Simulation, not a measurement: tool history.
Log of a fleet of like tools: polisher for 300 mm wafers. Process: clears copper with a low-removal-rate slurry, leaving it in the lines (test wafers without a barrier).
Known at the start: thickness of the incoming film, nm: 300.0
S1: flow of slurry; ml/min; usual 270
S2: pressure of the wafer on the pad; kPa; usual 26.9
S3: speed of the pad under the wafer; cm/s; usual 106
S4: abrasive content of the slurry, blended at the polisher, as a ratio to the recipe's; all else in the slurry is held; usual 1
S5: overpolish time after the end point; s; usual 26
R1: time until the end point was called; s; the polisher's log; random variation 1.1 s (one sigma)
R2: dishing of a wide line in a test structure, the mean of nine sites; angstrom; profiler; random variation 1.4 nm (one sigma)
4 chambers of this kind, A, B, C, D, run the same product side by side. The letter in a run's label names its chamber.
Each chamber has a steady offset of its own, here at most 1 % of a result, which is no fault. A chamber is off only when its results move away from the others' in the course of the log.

At hour 8.9: chamber B: slurry nozzle cleaned.
Run 1B, hour 9.4: usual settings. Result: R1 74.857 s, R2 616.03 angstrom.
At hour 13.9: chamber C: worn pad replaced by a new one.
Run 2D, hour 14.1: usual settings. Result: R1 77.577 s, R2 609.65 angstrom.
Run 3A, hour 22: usual settings. Result: R1 75.976 s, R2 628.12 angstrom.
At hour 22.6: chamber D: worn pad replaced by a new one.
At hour 23.2: chamber D: slurry nozzle cleaned.
Run 4C, hour 31.6: usual settings. Result: R1 74.833 s, R2 604.59 angstrom.
Run 5B, hour 39.6: usual settings. Result: R1 74.294 s, R2 627.53 angstrom.
Run 6C, hour 44: usual settings. Result: R1 74.965 s, R2 602.75 angstrom.
Run 7D, hour 52.4: usual settings. Result: R1 75.295 s, R2 602.63 angstrom.
At hour 53.3: chamber B: worn pad replaced by a new one.
At hour 54.5: chamber D: slurry blender recalibrated.
Run 8A, hour 58.9: usual settings. Result: R1 76.779 s, R2 601.06 angstrom.
Run 9B, hour 65.3: usual settings. Result: R1 73.947 s, R2 601.5 angstrom.
Run 10C, hour 72.7: usual settings. Result: R1 75.486 s, R2 646.69 angstrom.
Run 11A, hour 80.4: usual settings. Result: R1 75.956 s, R2 610.58 angstrom.
At hour 86.6: chamber D: head pressure recalibrated.
Run 12D, hour 86.8: usual settings but S2 35.2 kPa, S5 16 s. Result: R1 57.031 s, R2 529.74 angstrom.
At hour 96: chamber A: worn pad replaced by a new one.
Run 13D, hour 96.3: usual settings but S2 35.2 kPa, S5 16 s. Result: R1 58.179 s, R2 527 angstrom.
At hour 103.9: chamber C: worn pad replaced by a new one.
Run 14B, hour 104.3: usual settings but S2 35.2 kPa, S5 16 s. Result: R1 58.553 s, R2 543.74 angstrom.
At hour 111.1: chamber B: worn pad replaced by a new one.
Run 15A, hour 111.9: usual settings but S2 35.2 kPa, S5 16 s. Result: R1 57.272 s, R2 524.24 angstrom.
Run 16C, hour 116.7: usual settings. Result: R1 75.714 s, R2 601.19 angstrom.
Run 17C, hour 125.9: usual settings. Result: R1 73.215 s, R2 597.01 angstrom.
At hour 126.4: chamber C: slurry blender recalibrated.
Run 18D, hour 131.9: usual settings. Result: R1 76.11 s, R2 601.53 angstrom.
Run 19A, hour 139.3: usual settings. Result: R1 74.993 s, R2 637.3 angstrom.
Run 20B, hour 146.8: usual settings. Result: R1 76.866 s, R2 607.9 angstrom.
Run 21A, hour 151.9: usual settings. Result: R1 75.491 s, R2 620.39 angstrom.
At hour 158.3: chamber D: worn pad replaced by a new one.
Run 22C, hour 158.9: usual settings. Result: R1 75.544 s, R2 608.39 angstrom.
Run 23B, hour 165.9: usual settings but S1 230 ml/min, S2 22.8 kPa. Result: R1 88.826 s, R2 538.82 angstrom.
Run 24D, hour 171.2: usual settings but S1 230 ml/min, S2 22.8 kPa. Result: R1 90.787 s, R2 499.95 angstrom.
At hour 175.8: chamber B: worn pad replaced by a new one.
At hour 178.6: chamber C: worn pad replaced by a new one.
Run 25A, hour 180.8: usual settings but S1 230 ml/min, S2 22.8 kPa. Result: R1 91.682 s, R2 518.36 angstrom.
At hour 182.5: chamber B: slurry blender recalibrated.
Run 26B, hour 187.8: usual settings but S1 230 ml/min, S2 22.8 kPa. Result: R1 89.309 s, R2 533.28 angstrom.
Run 27C, hour 194.7: usual settings. Result: R1 76.037 s, R2 611.95 angstrom.
Run 28D, hour 200.6: usual settings. Result: R1 75.714 s, R2 603.29 angstrom.
At hour 201.1: chamber C: slurry nozzle cleaned.
Run 29B, hour 206.2: usual settings. Result: R1 75.251 s, R2 589.32 angstrom.
Run 30D, hour 212.2: usual settings. Result: R1 76.066 s, R2 627.39 angstrom.
Run 31A, hour 216.6: usual settings but S2 20 kPa. Result: R1 103 s, R2 480.48 angstrom.
At hour 218.3: chamber B: head pressure recalibrated.
Run 32C, hour 225.8: usual settings but S2 20 kPa. Result: R1 101.34 s, R2 468.4 angstrom.
At hour 228.7: chamber A: worn pad replaced by a new one.
At hour 230.4: chamber B: worn pad replaced by a new one.
At hour 230.4: chamber A: slurry blender recalibrated.
Run 33B, hour 231.1: usual settings but S2 20 kPa. Result: R1 103.09 s, R2 485.15 angstrom.
Run 34A, hour 238.6: usual settings but S2 20 kPa. Result: R1 103.59 s, R2 477.25 angstrom.
Run 35C, hour 245.3: usual settings. Result: R1 77.168 s, R2 643.95 angstrom.
At hour 249.4: chamber D: slurry nozzle cleaned.
Run 36D, hour 253.1: usual settings but S1 230 ml/min. Result: R1 76.802 s, R2 596.38 angstrom.
Run 37C, hour 259: usual settings but S1 230 ml/min. Result: R1 76.91 s, R2 599.33 angstrom.
Run 38A, hour 264.5: usual settings but S1 230 ml/min. Result: R1 78.412 s, R2 625.39 angstrom.
Run 39B, hour 270.1: usual settings but S1 230 ml/min. Result: R1 77.524 s, R2 608.27 angstrom.

What goes on in this fleet: one chamber off, a drifting gauge, or nothing beyond the chambers' own small offsets? Name the chamber and the cause, if any.

No chamber stands off beyond its own small offset, and the gauge holds steady.

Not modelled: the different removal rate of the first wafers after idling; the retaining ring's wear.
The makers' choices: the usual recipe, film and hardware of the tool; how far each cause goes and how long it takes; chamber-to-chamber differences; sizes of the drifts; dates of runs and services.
